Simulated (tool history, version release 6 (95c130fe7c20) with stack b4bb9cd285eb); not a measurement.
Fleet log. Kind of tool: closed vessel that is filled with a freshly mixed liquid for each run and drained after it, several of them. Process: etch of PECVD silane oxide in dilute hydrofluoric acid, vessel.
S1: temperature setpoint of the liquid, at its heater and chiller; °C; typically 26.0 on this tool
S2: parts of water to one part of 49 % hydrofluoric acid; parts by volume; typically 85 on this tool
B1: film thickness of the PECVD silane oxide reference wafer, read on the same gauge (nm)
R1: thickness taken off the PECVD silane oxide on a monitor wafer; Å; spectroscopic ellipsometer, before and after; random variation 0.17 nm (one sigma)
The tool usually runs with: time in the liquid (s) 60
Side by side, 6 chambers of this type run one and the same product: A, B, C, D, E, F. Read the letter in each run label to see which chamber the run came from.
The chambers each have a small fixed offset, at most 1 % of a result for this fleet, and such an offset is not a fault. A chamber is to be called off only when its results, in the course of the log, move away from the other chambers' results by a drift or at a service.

At hour 2.1: chamber F: hydrofluoric acid flow meter replaced.
Run 1F, hour 10.0: usual settings; B1 39.994. Result: R1 263.43 Å.
Run 2C, hour 20.4: usual settings; B1 39.973. Result: R1 264.56 Å.
Run 3A, hour 35.5: usual settings; B1 40.007. Result: R1 265.98 Å.
Run 4E, hour 49.3: usual settings; B1 40.014. Result: R1 264.62 Å.
Run 5B, hour 60.0: usual settings; B1 40.022. Result: R1 265.05 Å.
Run 6D, hour 69.4: usual settings but S2 100 parts by volume, time in the liquid (s) 90; B1 40.011. Result: R1 330.73 Å.
Run 7E, hour 76.3: usual settings but S2 100 parts by volume, time in the liquid (s) 90; B1 40.002. Result: R1 333.82 Å.
Run 8A, hour 91.3: usual settings but S2 100 parts by volume, time in the liquid (s) 90; B1 40.008. Result: R1 332.35 Å.
Run 9B, hour 104.5: usual settings but S2 100 parts by volume, time in the liquid (s) 90; B1 40.019. Result: R1 335.02 Å.
Run 10F, hour 116.4: usual settings but S2 100 parts by volume, time in the liquid (s) 90; B1 40.007. Result: R1 333.03 Å.
Run 11C, hour 131.5: usual settings but S2 100 parts by volume, time in the liquid (s) 90; B1 39.972. Result: R1 332.69 Å.
Run 12D, hour 144.5: usual settings; B1 40.011. Result: R1 267.58 Å.
Run 13D, hour 157.4: usual settings; B1 39.997. Result: R1 267.28 Å.
Run 14B, hour 167.9: usual settings; B1 40.045. Result: R1 265.23 Å.
At hour 176.0: chamber E: thermometer replaced.
Run 15F, hour 183.0: usual settings; B1 39.999. Result: R1 266.33 Å.
Run 16E, hour 190.5: usual settings; B1 40.017. Result: R1 267.99 Å.
Run 17C, hour 204.2: usual settings but S2 45 parts by volume; B1 40.002. Result: R1 540.78 Å.
Run 18A, hour 214.6: usual settings but S2 45 parts by volume; B1 40.008. Result: R1 529.94 Å.
Run 19A, hour 225.0: usual settings but S2 45 parts by volume; B1 40.036. Result: R1 531.95 Å.
At hour 231.4: chamber C: hydrofluoric acid flow meter replaced.
Run 20F, hour 235.0: usual settings but S2 45 parts by volume; B1 40.041. Result: R1 525.38 Å.
At hour 235.6: chamber E: hydrofluoric acid flow meter replaced.
Run 21B, hour 244.0: usual settings but S2 45 parts by volume; B1 39.982. Result: R1 522.14 Å.
Run 22D, hour 258.3: usual settings but S2 45 parts by volume; B1 39.989. Result: R1 532.52 Å.
Run 23E, hour 272.2: usual settings; B1 40.032. Result: R1 266.46 Å.
Run 24C, hour 286.2: usual settings but S1 28.5 °C, time in the liquid (s) 85; B1 40.004. Result: R1 416.73 Å.
Run 25A, hour 295.5: usual settings but S1 28.5 °C, time in the liquid (s) 85; B1 40.007. Result: R1 396.67 Å.
Run 26D, hour 310.4: usual settings but S1 28.5 °C, time in the liquid (s) 85; B1 39.995. Result: R1 415.36 Å.
Run 27B, hour 322.2: usual settings but S1 28.5 °C, time in the liquid (s) 85; B1 40.017. Result: R1 414.36 Å.
At hour 326.0: chamber B: hydrofluoric acid flow meter replaced.
Run 28F, hour 336.7: usual settings but S1 28.5 °C, time in the liquid (s) 85; B1 40.023. Result: R1 414.88 Å.
Run 29C, hour 347.3: usual settings but S1 28.5 °C, time in the liquid (s) 85; B1 39.967. Result: R1 417.56 Å.
Run 30E, hour 357.1: usual settings; B1 39.978. Result: R1 265.13 Å.
Run 31B, hour 369.8: usual settings; B1 40.009. Result: R1 262.09 Å.
Run 32F, hour 377.3: usual settings; B1 39.988. Result: R1 264.77 Å.
Run 33C, hour 386.1: usual settings; B1 40.043. Result: R1 264.55 Å.
Run 34E, hour 393.2: usual settings; B1 39.993. Result: R1 266.09 Å.
Run 35A, hour 401.3: usual settings; B1 40.012. Result: R1 252.00 Å.
Run 36D, hour 412.4: usual settings; B1 39.995. Result: R1 266.99 Å.
Run 37B, hour 425.1: usual settings; B1 40.003. Result: R1 265.08 Å.
Run 38E, hour 438.9: usual settings; B1 39.986. Result: R1 266.96 Å.
Run 39A, hour 450.8: usual settings; B1 39.982. Result: R1 246.43 Å.
Run 40F, hour 460.2: usual settings; B1 39.998. Result: R1 266.39 Å.
Run 41C, hour 474.9: usual settings; B1 39.967. Result: R1 265.07 Å.
Run 42D, hour 485.6: usual settings; B1 39.974. Result: R1 262.74 Å.

Which is it: a chamber that has drifted or been left off by a service, a gauge drift common to all chambers, or only each chamber's usual small offset? If a chamber is off, name it and its likeliest cause.

Little by little, chamber A moves away from the other chambers.
Most likely cause: liquid colder than its thermometer reads (K) = 2.31.
Not necessarily distinguishable in this log from: hydrofluoric acid flow below the setpoint (%).

Chamber A could run next with any of the 4 candidate recipes listed below; each alters the usual settings, and their results appear as question marks. Which one brings its results back in line with what the other chambers deliver on the usual settings?
A result is in line if it is within this distance of the other chambers' mean on the usual settings: R1 6.00 Å
Run 43A-1, hour 496.8: usual settings but S1 26.5 °C, S2 80 parts by volume. Result: R1 ?.
Run 43A-2, hour 496.8: usual settings but S1 25.5 °C. Result: R1 ?.
Run 43A-3, hour 496.8: usual settings but S1 26.5 °C. Result: R1 ?.
Run 43A-4, hour 496.8: usual settings but S1 24.0 °C. Result: R1 ?.

The other chambers' mean on the usual settings: R1 265.31 Å
  run      R1
43A-1  266.55
43A-2  239.30
43A-3  249.01
43A-4  225.34
43A-1 puts the chamber back in line with the other chambers.

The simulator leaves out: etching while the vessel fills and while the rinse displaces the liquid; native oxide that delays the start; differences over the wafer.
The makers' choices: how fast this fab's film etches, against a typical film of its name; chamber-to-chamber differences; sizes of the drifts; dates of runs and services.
